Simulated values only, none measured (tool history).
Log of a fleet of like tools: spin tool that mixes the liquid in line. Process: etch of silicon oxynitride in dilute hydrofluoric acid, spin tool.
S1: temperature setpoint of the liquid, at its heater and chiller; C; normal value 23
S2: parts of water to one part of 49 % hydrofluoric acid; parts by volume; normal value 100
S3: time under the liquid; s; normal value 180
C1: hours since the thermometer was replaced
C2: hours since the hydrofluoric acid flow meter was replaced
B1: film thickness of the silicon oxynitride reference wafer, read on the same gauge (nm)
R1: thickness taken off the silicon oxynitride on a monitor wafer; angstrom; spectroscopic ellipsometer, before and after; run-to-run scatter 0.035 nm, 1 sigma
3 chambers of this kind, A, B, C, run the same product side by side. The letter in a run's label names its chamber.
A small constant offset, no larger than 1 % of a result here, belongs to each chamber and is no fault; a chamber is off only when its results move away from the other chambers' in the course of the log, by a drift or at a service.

Run 1B, hour 8.2: usual settings; C1 656.0; C2 251.1; B1 80.001. Result: R1 50.574 angstrom.
Run 2C, hour 13.2: usual settings; C1 293.6; C2 324.4; B1 79.985. Result: R1 50.634 angstrom.
At hour 16.8: chamber A: hydrofluoric acid flow meter replaced.
Run 3A, hour 17.6: usual settings; C1 287.5; C2 0.8; B1 80.005. Result: R1 51.519 angstrom.
Run 4B, hour 25.5: usual settings; C1 673.3; C2 268.4; B1 79.985. Result: R1 50.194 angstrom.
Run 5C, hour 33.5: usual settings; C1 313.9; C2 344.7; B1 79.991. Result: R1 51.178 angstrom.
Run 6A, hour 38.7: usual settings but S1 26 C, S3 140 s; C1 308.6; C2 21.9; B1 79.991. Result: R1 45.698 angstrom.
Run 7A, hour 44.4: usual settings but S1 26 C, S3 140 s; C1 314.3; C2 27.6; B1 80.013. Result: R1 46.079 angstrom.
Run 8C, hour 53.8: usual settings but S1 26 C, S3 140 s; C1 334.2; C2 365.0; B1 80.029. Result: R1 45.601 angstrom.
Run 9B, hour 61.9: usual settings; C1 709.7; C2 304.8; B1 79.985. Result: R1 50.852 angstrom.
Run 10A, hour 70.5: usual settings; C1 340.4; C2 53.7; B1 79.965. Result: R1 50.879 angstrom.
Run 11C, hour 74.8: usual settings; C1 355.2; C2 386.0; B1 79.974. Result: R1 51.410 angstrom.
Run 12B, hour 82.3: usual settings; C1 730.1; C2 325.2; B1 80.002. Result: R1 50.665 angstrom.
Run 13C, hour 89.8: usual settings; C1 370.2; C2 401.0; B1 79.964. Result: R1 50.533 angstrom.
Run 14A, hour 95.3: usual settings; C1 365.2; C2 78.5; B1 80.023. Result: R1 51.326 angstrom.
Run 15B, hour 103.7: usual settings but S1 27 C; C1 751.5; C2 346.6; B1 80.029. Result: R1 61.211 angstrom.
Run 16C, hour 111.6: usual settings but S1 27 C; C1 392.0; C2 422.8; B1 79.981. Result: R1 60.770 angstrom.
Run 17B, hour 117.7: usual settings but S1 27 C; C1 765.5; C2 360.6; B1 79.995. Result: R1 60.610 angstrom.
Run 18A, hour 125.8: usual settings; C1 395.7; C2 109.0; B1 79.966. Result: R1 51.758 angstrom.
Run 19C, hour 133.1: usual settings; C1 413.5; C2 444.3; B1 79.976. Result: R1 51.930 angstrom.
Run 20B, hour 138.2: usual settings; C1 786.0; C2 381.1; B1 79.995. Result: R1 50.118 angstrom.
Run 21A, hour 143.7: usual settings; C1 413.6; C2 126.9; B1 79.977. Result: R1 51.213 angstrom.
Run 22A, hour 153.1: usual settings; C1 423.0; C2 136.3; B1 80.005. Result: R1 50.709 angstrom.
Run 23C, hour 157.7: usual settings; C1 438.1; C2 468.9; B1 80.023. Result: R1 51.429 angstrom.
Run 24B, hour 163.7: usual settings; C1 811.5; C2 406.6; B1 79.990. Result: R1 51.113 angstrom.
Run 25A, hour 172.4: usual settings; C1 442.3; C2 155.6; B1 79.999. Result: R1 51.707 angstrom.
Run 26C, hour 180.2: usual settings; C1 460.6; C2 491.4; B1 79.999. Result: R1 51.862 angstrom.
Run 27B, hour 185.3: usual settings; C1 833.1; C2 428.2; B1 80.020. Result: R1 50.629 angstrom.
Run 28A, hour 194.6: usual settings; C1 464.5; C2 177.8; B1 80.010. Result: R1 51.209 angstrom.
Run 29C, hour 202.8: usual settings; C1 483.2; C2 514.0; B1 79.989. Result: R1 52.538 angstrom.
Run 30B, hour 207.3: usual settings; C1 855.1; C2 450.2; B1 79.997. Result: R1 50.593 angstrom.
Run 31B, hour 211.7: usual settings; C1 859.5; C2 454.6; B1 80.004. Result: R1 50.270 angstrom.
Run 32C, hour 217.7: usual settings; C1 498.1; C2 528.9; B1 79.970. Result: R1 52.888 angstrom.
Run 33A, hour 222.0: usual settings; C1 491.9; C2 205.2; B1 80.010. Result: R1 50.861 angstrom.
Run 34C, hour 226.8: usual settings; C1 507.2; C2 538.0; B1 80.010. Result: R1 52.724 angstrom.
Run 35A, hour 233.1: usual settings; C1 503.0; C2 216.3; B1 79.990. Result: R1 50.964 angstrom.
Run 36B, hour 238.9: usual settings; C1 886.7; C2 481.8; B1 80.040. Result: R1 50.530 angstrom.
Run 37A, hour 248.3: usual settings; C1 518.2; C2 231.5; B1 80.007. Result: R1 51.413 angstrom.
Run 38B, hour 254.9: usual settings; C1 902.7; C2 497.8; B1 80.004. Result: R1 49.985 angstrom.
Run 39C, hour 263.4: usual settings; C1 543.8; C2 574.6; B1 80.012. Result: R1 52.701 angstrom.
Run 40C, hour 272.5: usual settings; C1 552.9; C2 583.7; B1 79.994. Result: R1 53.170 angstrom.
Run 41B, hour 277.4: usual settings; C1 925.2; C2 520.3; B1 79.985. Result: R1 50.248 angstrom.
Run 42A, hour 284.2: usual settings; C1 554.1; C2 267.4; B1 79.993. Result: R1 51.639 angstrom.
Run 43A, hour 292.4: usual settings; C1 562.3; C2 275.6; B1 79.952. Result: R1 51.621 angstrom.

Read the log: is a single chamber off, either drifting away or since a service, is the gauge that measures every chamber drifting, or is nothing wrong beyond small per-chamber offsets? Name any odd chamber and what most likely caused it.

Little by little, chamber C moves away from the other chambers.
Most likely cause: hydrofluoric acid flow above the setpoint (%) = 4.55.
With only this log, it may be confused with: liquid hotter than its thermometer reads (K).

Below are 4 candidate recipes for chamber C's next run, each the usual settings with a change, their results shown as question marks. Which of them brings C's results back in line with what the other chambers give on the usual settings?
In line here means within this much of the mean the other chambers give on the usual settings: R1 1.200 angstrom
Run 44C-1, hour 299.1: usual settings but S2 110 parts by volume. Result: R1 ?.
Run 44C-2, hour 299.1: usual settings but S1 23.5 C, S3 195 s. Result: R1 ?.
Run 44C-3, hour 299.1: usual settings but S3 190 s. Result: R1 ?.
Run 44C-4, hour 299.1: usual settings but S1 22.0 C. Result: R1 ?.

The other chambers' mean on the usual settings: R1 51.004 angstrom
  run      R1
44C-1  48.085
44C-2  59.021
44C-3  56.179
44C-4  50.753
44C-4 is the one that brings the chamber's results back in line with the other chambers.
